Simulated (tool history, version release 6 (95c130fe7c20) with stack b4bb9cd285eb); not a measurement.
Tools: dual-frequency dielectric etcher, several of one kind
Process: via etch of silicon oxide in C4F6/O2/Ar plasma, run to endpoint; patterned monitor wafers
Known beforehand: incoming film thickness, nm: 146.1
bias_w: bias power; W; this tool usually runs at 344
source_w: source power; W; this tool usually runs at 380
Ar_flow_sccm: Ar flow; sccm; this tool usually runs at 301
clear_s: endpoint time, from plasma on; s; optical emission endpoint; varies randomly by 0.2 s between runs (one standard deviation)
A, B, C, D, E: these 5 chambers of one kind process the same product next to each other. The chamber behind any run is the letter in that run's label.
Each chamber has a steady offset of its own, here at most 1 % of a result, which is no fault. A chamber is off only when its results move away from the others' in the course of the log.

run   hour  bias_w  source_w  Ar_flow_sccm  hours since the last wet clean  hours since the last bias power generator calibration  hours since the last source power generator calibration  hours since the last Ar flow controller change  clear_s
 1B    5.2     344       380           301                           503.4                                                 1882.7                                                    658.6                                           746.2   37.675
 2C   10.2     344       380           301                           330.7                                                 3074.9                                                    406.4                                           995.5    37.83
 3A     15     344       380           301                             377                                                  841.1                                                    789.3                                           297.8   37.825
 4E   17.7     344       380           301                           143.6                                                  546.1                                                    418.2                                            1776   37.569
 5D     23     344       380           301                           188.3                                                 1226.4                                                    473.2                                          4526.3   37.403
 6B   26.4     344       380           301                           524.6                                                 1903.9                                                    679.8                                           767.4   37.955
 7E   29.6     344       380           301                           155.5                                                    558                                                    430.1                                          1787.9   37.358
 8C   34.1     344       380           301                           354.6                                                 3098.8                                                    430.3                                          1019.4   37.265
 9A   38.7     344       380           301                           400.7                                                  864.8                                                      813                                           321.5   37.711
10D   41.6     344       380           301                           206.9                                                   1245                                                    491.8                                          4544.9   37.511
11D   45.9     344       380           301                           211.2                                                 1249.3                                                    496.1                                          4549.2   37.573
12E   49.1     344       380           301                             175                                                  577.5                                                    449.6                                          1807.4   37.095
13A   52.5     344       380           301                           414.5                                                  878.6                                                    826.8                                           335.3   37.634
14C     58     344       380           301                           378.5                                                 3122.7                                                    454.2                                          1043.3   37.639
15B   61.7     344       380           301                           559.9                                                 1939.2                                                    715.1                                           802.7   38.104
16E   65.3     344       380           301                           191.2                                                  593.7                                                    465.8                                          1823.6   37.189
17B   69.8     344       380           301                             568                                                 1947.3                                                    723.2                                           810.8   37.962
18D   72.3     344       380           301                           237.6                                                 1275.7                                                    522.5                                          4575.6   37.581
        77  -- chamber B: wet clean of the chamber
19A   77.6     344       380           301                           439.6                                                  903.7                                                    851.9                                           360.4   37.725
20C   80.9     344       380           301                           401.4                                                 3145.6                                                    477.1                                          1066.2    37.25
21E   85.2     344       380           301                           211.1                                                  613.6                                                    485.7                                          1843.5   37.502
22C   90.3     344       380           301                           410.8                                                   3155                                                    486.5                                          1075.6    37.52
23A   93.9     344       380           359                           455.9                                                    920                                                    868.2                                           376.7   38.093
24D   96.6     344       380           359                           261.9                                                   1300                                                    546.8                                          4599.9   38.021
25B   99.9     344       380           359                            22.9                                                 1977.4                                                    753.3                                           840.9   40.102
26D  102.7     344       380           359                             268                                                 1306.1                                                    552.9                                            4606   37.837
27C  107.9     344       380           359                           428.4                                                 3172.6                                                    504.1                                          1093.2   38.542
28A  113.2     344       380           301                           475.2                                                  939.3                                                    887.5                                             396   37.794
29B  116.3     344       380           301                            39.3                                                 1993.8                                                    769.7                                           857.3   39.078
30E  121.1     344       380           301                             247                                                  649.5                                                    521.6                                          1879.4   37.428
31A  124.8     344       380           301                           486.8                                                  950.9                                                    899.1                                           407.6   37.828
32C    128     344       380           301                           448.5                                                 3192.7                                                    524.2                                          1113.3   37.867
33D  131.5     344       430           301                           296.8                                                 1334.9                                                    581.7                                          4634.8    36.01
34B  135.3     344       430           301                            58.3                                                 2012.8                                                    788.7                                           876.3   37.298
35E  139.3     344       430           301                           265.2                                                  667.7                                                    539.8                                          1897.6   35.831
36D  142.7     344       430           301                             308                                                 1346.1                                                    592.9                                            4646   35.805
37B  147.5     344       430           301                            70.5                                                   2025                                                    800.9                                           888.5   37.191
38A  151.9     344       380           301                           513.9                                                    978                                                    926.2                                           434.7   37.216
     152.1  -- chamber A: wet clean of the chamber
39C  156.2     344       380           301                           476.7                                                 3220.9                                                    552.4                                          1141.5   37.804
40E  160.6     344       380           301                           286.5                                                    689                                                    561.1                                          1918.9   37.499
41A  163.9     344       380           301                            11.8                                                    990                                                    938.2                                           446.7   37.579

Next, every chamber runs the same settings. What will each give?
42A   168     344       410           301                                                                                                                                                                                                        ?
42B   168     344       410           301                                                                                                                                                                                                        ?
42C   168     344       410           301                                                                                                                                                                                                        ?
42D   168     344       410           301                                                                                                                                                                                                        ?
42E   168     344       410           301                                                                                                                                                                                                        ?

run  clear_s
42A   36.411
42B   37.998
42C    37.07
42D   36.284
42E   36.462
